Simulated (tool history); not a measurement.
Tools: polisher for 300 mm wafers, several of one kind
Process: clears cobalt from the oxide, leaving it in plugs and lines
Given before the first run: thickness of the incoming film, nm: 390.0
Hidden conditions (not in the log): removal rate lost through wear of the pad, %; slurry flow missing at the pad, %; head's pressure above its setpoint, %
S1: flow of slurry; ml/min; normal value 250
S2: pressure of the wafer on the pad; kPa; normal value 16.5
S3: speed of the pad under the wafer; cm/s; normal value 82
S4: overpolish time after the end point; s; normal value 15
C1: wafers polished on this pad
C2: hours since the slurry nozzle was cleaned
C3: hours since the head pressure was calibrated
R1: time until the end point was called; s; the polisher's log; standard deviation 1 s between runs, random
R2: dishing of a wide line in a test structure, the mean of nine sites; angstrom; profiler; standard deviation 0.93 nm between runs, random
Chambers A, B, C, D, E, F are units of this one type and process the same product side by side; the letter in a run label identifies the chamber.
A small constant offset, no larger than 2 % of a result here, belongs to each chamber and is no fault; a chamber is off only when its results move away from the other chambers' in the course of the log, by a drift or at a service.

run     day   S1    S2  S3  S4    C1     C2     C3      R1      R2
 1E   0.183  250  16.5  82  15   527  252.4  213.2  83.215  434.23
      0.267  -- chamber C: worn pad replaced by a new one
      0.383  -- chamber E: slurry nozzle cleaned
 2B    0.45  250  16.5  82  15   392  120.2  282.7  84.887  438.81
 3A   0.638  250  16.5  82  15   629  452.3  239.9  80.829  436.42
 4D   0.883  250  16.5  82  15   294   89.1  166.8   81.57  435.92
      0.954  -- chamber E: worn pad replaced by a new one
      1.262  -- chamber B: worn pad replaced by a new one
 5F   1.283  250  16.5  82  15  1116   60.3  465.1  84.584  442.44
      1.504  -- chamber F: worn pad replaced by a new one
 6C   1.671  250  16.5  82  15   439   45.2  688.6  80.556  444.94
 7B   1.933  250  16.5  82   7   210  155.8  318.3   83.55  263.65
      2.279  -- chamber C: worn pad replaced by a new one
 8A   2.279  250  16.5  82   7  1142  491.7  279.3    82.3   258.2
      2.333  -- chamber D: worn pad replaced by a new one
 9C   2.617  250  16.5  82   7   105   67.9  711.3   82.14  261.58
        2.8  -- chamber A: worn pad replaced by a new one
10D   2.904  250  16.5  82   7   178  137.6  215.3  80.704  252.28
11F   3.117  250  16.5  82   7   503  104.3  509.1  82.935  268.94
      3.358  -- chamber E: worn pad replaced by a new one
12E   3.492  250  16.5  82   7    42   74.6  292.6  83.368  260.02
      3.625  -- chamber B: worn pad replaced by a new one
13D   3.758  250  16.5  82  15   445  158.1  235.8  83.131  434.88
      3.817  -- chamber A: slurry nozzle cleaned
14B   3.954  250  16.5  82  15   102  204.3  366.8   85.77  426.09
15F   4.154  250  16.5  82  15   827  129.2    534  83.972  431.62
16A   4.538  250  16.5  82  15   543   17.3  333.5   82.45  416.53
      4.654  -- chamber D: worn pad replaced by a new one
        4.8  -- chamber C: worn pad replaced by a new one
17E   4.954  250  16.5  82  15   499  109.7  327.7  79.933  438.24
18C   5.138  250  16.5  82  15   105  128.4  771.8   83.22  458.42
19E   5.383  250  16.5  82  15   633    120    338  79.882  459.17
      5.554  -- chamber B: worn pad replaced by a new one
20F     5.8  250  16.5  82  15  1341  168.7  573.5  83.943  433.02
      5.842  -- chamber B: slurry nozzle cleaned
      5.946  -- chamber F: worn pad replaced by a new one
      6.096  -- chamber A: worn pad replaced by a new one
        6.1  -- chamber E: worn pad replaced by a new one
21D   6.154  250  16.5  82  15   468  215.6  293.3  84.069  440.86
      6.396  -- chamber B: head pressure recalibrated
22C     6.5  200  16.5  82  10   531  161.1  804.5  84.821  339.05
23A   6.858  200  16.5  82  10   238     73  389.2  83.673  336.72
      6.871  -- chamber C: worn pad replaced by a new one
24B   7.129  200  16.5  82  10   492   30.9   17.6  86.341  333.95
      7.183  -- chamber D: worn pad replaced by a new one
25A   7.383  200  16.5  82  10   402   85.6  401.8  83.648  341.91
26D   7.708  200  16.5  82  10   164  252.9  330.6  84.377  316.55
      7.838  -- chamber B: worn pad replaced by a new one
27B   7.979  200  16.5  82  10    44   51.3     38  85.509  329.99
28C   8.175  250  16.5  82  15   407  201.3  844.7  83.657  453.44
29E   8.521  250  16.5  82  15   756  195.3  413.3  77.076  451.24
      8.938  -- chamber C: worn pad replaced by a new one
      8.938  -- chamber E: worn pad replaced by a new one
30F   8.942  250  16.5  82  15   935  244.1  648.9  84.038  423.65
31C   9.188  250  11.7  82  22    78  225.6    869  117.29  446.17
      9.212  -- chamber A: worn pad replaced by a new one
      9.246  -- chamber D: head pressure recalibrated
32E   9.512  250  11.7  82  22   180  219.1  437.1   105.9  458.27
        9.7  -- chamber D: worn pad replaced by a new one
33A   9.738  250  11.7  82  22   164  142.1  458.3  115.23  436.32
34D   9.975  250  11.7  82  22    86  307.3   17.5  115.95  453.72
     10.233  -- chamber B: worn pad replaced by a new one
35B  10.338  250  11.7  82  22    32  107.9   94.6  116.44  443.98
     10.492  -- chamber F: worn pad replaced by a new one
36F  10.533  250  11.7  82  22    13  282.3  687.1  119.01  450.84
37D  10.842  250  16.5  82  15   356  328.1   38.3  82.727  444.93
     10.917  -- chamber C: worn pad replaced by a new one
38C   11.15  250  16.5  82  15    73  272.7  916.1    82.7  468.74

Does one chamber stand apart from the rest, does the shared gauge drift, or is all well apart from small per-chamber offsets? Give the chamber and the most likely cause, where there is one.

It is chamber E that slowly wanders off from its peers.
Likeliest cause: head's pressure above its setpoint, % = 11.5.

Here are 4 candidates for chamber E's next run, each the usual settings with a change, their results left as question marks. Which one brings its results back in line with what the others give on the usual settings?
Allowed miss from the other chambers' usual-settings mean, per result, to count as in line: R1 3.5 s; R2 33 angstrom
39E-1  11.454  250  17.2  86  15               ?   ?
39E-2  11.454  255  17.9  90  15               ?   ?
39E-3  11.454  245  15.2  74  15               ?   ?
39E-4  11.454  250  15.9  78  15               ?   ?

Usual-settings mean across the other chambers: R1 83.006 s; R2 436.49 angstrom
  run      R1      R2
39E-1  69.034  475.26
39E-2  63.289  495.42
39E-3  91.402  407.73
39E-4   82.75  431.87
The right change is 39E-4: it brings the chamber back within the allowed miss of the others.
